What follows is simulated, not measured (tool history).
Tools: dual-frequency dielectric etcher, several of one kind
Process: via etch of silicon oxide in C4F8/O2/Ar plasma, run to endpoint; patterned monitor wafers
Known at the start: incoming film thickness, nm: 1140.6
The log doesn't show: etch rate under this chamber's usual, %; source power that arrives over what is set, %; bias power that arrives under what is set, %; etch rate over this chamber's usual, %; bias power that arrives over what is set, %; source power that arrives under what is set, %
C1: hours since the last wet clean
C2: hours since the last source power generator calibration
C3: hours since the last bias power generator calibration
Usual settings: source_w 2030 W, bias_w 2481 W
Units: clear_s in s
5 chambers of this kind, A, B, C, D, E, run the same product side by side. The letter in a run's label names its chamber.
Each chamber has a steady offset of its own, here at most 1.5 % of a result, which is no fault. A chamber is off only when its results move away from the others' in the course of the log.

{"run": "1B", "hour": 7.2, "source_w": 2030, "bias_w": 2481, "C1": 145.8, "C2": 2026.1, "C3": 727.5, "clear_s": 211.34}
{"hour": 9.6, "done": "chamber E: wet clean of the chamber"}
{"run": "2E", "hour": 13.2, "source_w": 2030, "bias_w": 2481, "C1": 3.7, "C2": 3236.7, "C3": 1943.8, "clear_s": 211.59}
{"run": "3A", "hour": 19.3, "source_w": 2030, "bias_w": 2481, "C1": 258.3, "C2": 624.7, "C3": 1984.4, "clear_s": 206.26}
{"run": "4D", "hour": 23.3, "source_w": 2030, "bias_w": 2481, "C1": 65.3, "C2": 589.3, "C3": 3709.9, "clear_s": 208.47}
{"run": "5C", "hour": 27.9, "source_w": 2030, "bias_w": 2481, "C1": 222.2, "C2": 3119.5, "C3": 2445.2, "clear_s": 209.21}
{"run": "6B", "hour": 32.9, "source_w": 2030, "bias_w": 2481, "C1": 171.5, "C2": 2051.8, "C3": 753.2, "clear_s": 210.9}
{"run": "7C", "hour": 41.0, "source_w": 2220, "bias_w": 2881, "C1": 235.3, "C2": 3132.6, "C3": 2458.3, "clear_s": 191.27}
{"run": "8A", "hour": 46.0, "source_w": 2220, "bias_w": 2881, "C1": 285, "C2": 651.4, "C3": 2011.1, "clear_s": 192.2}
{"run": "9E", "hour": 51.7, "source_w": 2220, "bias_w": 2881, "C1": 42.2, "C2": 3275.2, "C3": 1982.3, "clear_s": 196.97}
{"run": "10D", "hour": 59.9, "source_w": 2220, "bias_w": 2881, "C1": 101.9, "C2": 625.9, "C3": 3746.5, "clear_s": 193.55}
{"run": "11E", "hour": 65.4, "source_w": 2220, "bias_w": 2881, "C1": 55.9, "C2": 3288.9, "C3": 1996, "clear_s": 196.63}
{"run": "12C", "hour": 72.4, "source_w": 2030, "bias_w": 2481, "C1": 266.7, "C2": 3164, "C3": 2489.7, "clear_s": 206.62}
{"run": "13A", "hour": 77.9, "source_w": 2030, "bias_w": 2481, "C1": 316.9, "C2": 683.3, "C3": 2043, "clear_s": 208.23}
{"run": "14D", "hour": 83.3, "source_w": 2030, "bias_w": 2481, "C1": 125.3, "C2": 649.3, "C3": 3769.9, "clear_s": 208.95}
{"run": "15B", "hour": 90.8, "source_w": 2030, "bias_w": 2481, "C1": 229.4, "C2": 2109.7, "C3": 811.1, "clear_s": 212.51}
{"run": "16A", "hour": 97.6, "source_w": 2030, "bias_w": 2481, "C1": 336.6, "C2": 703, "C3": 2062.7, "clear_s": 208.1}
{"run": "17E", "hour": 103.5, "source_w": 2030, "bias_w": 2481, "C1": 94, "C2": 3327, "C3": 2034.1, "clear_s": 211.6}
{"run": "18B", "hour": 110.9, "source_w": 2030, "bias_w": 2481, "C1": 249.5, "C2": 2129.8, "C3": 831.2, "clear_s": 211.54}
{"run": "19D", "hour": 117.3, "source_w": 2030, "bias_w": 2481, "C1": 159.3, "C2": 683.3, "C3": 3803.9, "clear_s": 209.72}
{"run": "20C", "hour": 123.2, "source_w": 2030, "bias_w": 2481, "C1": 317.5, "C2": 3214.8, "C3": 2540.5, "clear_s": 206.97}
{"run": "21A", "hour": 131.6, "source_w": 2520, "bias_w": 3078, "C1": 370.6, "C2": 737, "C3": 2096.7, "clear_s": 179.07}
{"run": "22C", "hour": 136.2, "source_w": 2520, "bias_w": 3078, "C1": 330.5, "C2": 3227.8, "C3": 2553.5, "clear_s": 178.42}
{"run": "23E", "hour": 144.0, "source_w": 2520, "bias_w": 3078, "C1": 134.5, "C2": 3367.5, "C3": 2074.6, "clear_s": 182.53}
{"hour": 152.4, "done": "chamber C: wet clean of the chamber"}
{"run": "24D", "hour": 152.9, "source_w": 2520, "bias_w": 3078, "C1": 194.9, "C2": 718.9, "C3": 3839.5, "clear_s": 178.4}
{"run": "25B", "hour": 161.0, "source_w": 2520, "bias_w": 3078, "C1": 299.6, "C2": 2179.9, "C3": 881.3, "clear_s": 181.14}
{"run": "26C", "hour": 167.5, "source_w": 2030, "bias_w": 2481, "C1": 15.1, "C2": 3259.1, "C3": 2584.8, "clear_s": 208.89}
{"run": "27B", "hour": 172.4, "source_w": 2030, "bias_w": 2481, "C1": 311, "C2": 2191.3, "C3": 892.7, "clear_s": 210.93}
{"run": "28A", "hour": 176.7, "source_w": 2030, "bias_w": 2481, "C1": 415.7, "C2": 782.1, "C3": 2141.8, "clear_s": 212.64}
{"run": "29E", "hour": 182.8, "source_w": 2030, "bias_w": 2481, "C1": 173.3, "C2": 3406.3, "C3": 2113.4, "clear_s": 209.24}
{"run": "30D", "hour": 187.6, "source_w": 2030, "bias_w": 2481, "C1": 229.6, "C2": 753.6, "C3": 3874.2, "clear_s": 209.63}
{"run": "31A", "hour": 195.2, "source_w": 2030, "bias_w": 2481, "C1": 434.2, "C2": 800.6, "C3": 2160.3, "clear_s": 212.37}
{"run": "32B", "hour": 203.7, "source_w": 1870, "bias_w": 2481, "C1": 342.3, "C2": 2222.6, "C3": 924, "clear_s": 217.84}
{"run": "33C", "hour": 212.0, "source_w": 1870, "bias_w": 2481, "C1": 59.6, "C2": 3303.6, "C3": 2629.3, "clear_s": 214.75}
{"run": "34D", "hour": 217.3, "source_w": 1870, "bias_w": 2481, "C1": 259.3, "C2": 783.3, "C3": 3903.9, "clear_s": 215.8}
{"run": "35E", "hour": 224.9, "source_w": 1870, "bias_w": 2481, "C1": 215.4, "C2": 3448.4, "C3": 2155.5, "clear_s": 218.93}
{"run": "36B", "hour": 231.3, "source_w": 1870, "bias_w": 2481, "C1": 369.9, "C2": 2250.2, "C3": 951.6, "clear_s": 218.57}
{"run": "37E", "hour": 239.9, "source_w": 2030, "bias_w": 2481, "C1": 230.4, "C2": 3463.4, "C3": 2170.5, "clear_s": 210.94}
{"run": "38A", "hour": 248.8, "source_w": 1610, "bias_w": 2287, "C1": 487.8, "C2": 854.2, "C3": 2213.9, "clear_s": 243.43}
{"run": "39C", "hour": 252.8, "source_w": 1610, "bias_w": 2287, "C1": 100.4, "C2": 3344.4, "C3": 2670.1, "clear_s": 233.33}
{"run": "40D", "hour": 259.4, "source_w": 1610, "bias_w": 2287, "C1": 301.4, "C2": 825.4, "C3": 3946, "clear_s": 234.33}
{"run": "41E", "hour": 265.4, "source_w": 1610, "bias_w": 2287, "C1": 255.9, "C2": 3488.9, "C3": 2196, "clear_s": 238.15}
{"run": "42A", "hour": 272.1, "source_w": 1610, "bias_w": 2287, "C1": 511.1, "C2": 877.5, "C3": 2237.2, "clear_s": 243.65}
{"run": "43D", "hour": 280.1, "source_w": 2030, "bias_w": 2481, "C1": 322.1, "C2": 846.1, "C3": 3966.7, "clear_s": 206.88}
{"run": "44C", "hour": 285.5, "source_w": 2030, "bias_w": 2481, "C1": 133.1, "C2": 3377.1, "C3": 2702.8, "clear_s": 208.31}

Is one chamber off against the others, does the gauge drift, or is nothing wrong? If a chamber is off, say which, and what the likeliest cause is.

Chamber A drifts away from the others.
Cause: etch rate under this chamber's usual, % = 4.85.

Here are 4 candidates for chamber A's next run, each the usual settings with a change, their results left as question marks. Which one brings its results back in line with what the others give on the usual settings?
In line means no further than this from the other chambers' mean on the usual settings: clear_s 2.8 s
{"run": "45A-1", "hour": 291.9, "source_w": 2110, "bias_w": 2481, "clear_s": "?"}
{"run": "45A-2", "hour": 291.9, "source_w": 2160, "bias_w": 2603, "clear_s": "?"}
{"run": "45A-3", "hour": 291.9, "source_w": 1900, "bias_w": 2359, "clear_s": "?"}
{"run": "45A-4", "hour": 291.9, "source_w": 1980, "bias_w": 2433, "clear_s": "?"}

The other chambers' mean on the usual settings: clear_s 209.73 s
run=45A-1 clear_s=215.68
run=45A-2 clear_s=210.59
run=45A-3 clear_s=228.33
run=45A-4 clear_s=222.52
45A-2 brings the chamber back in line.
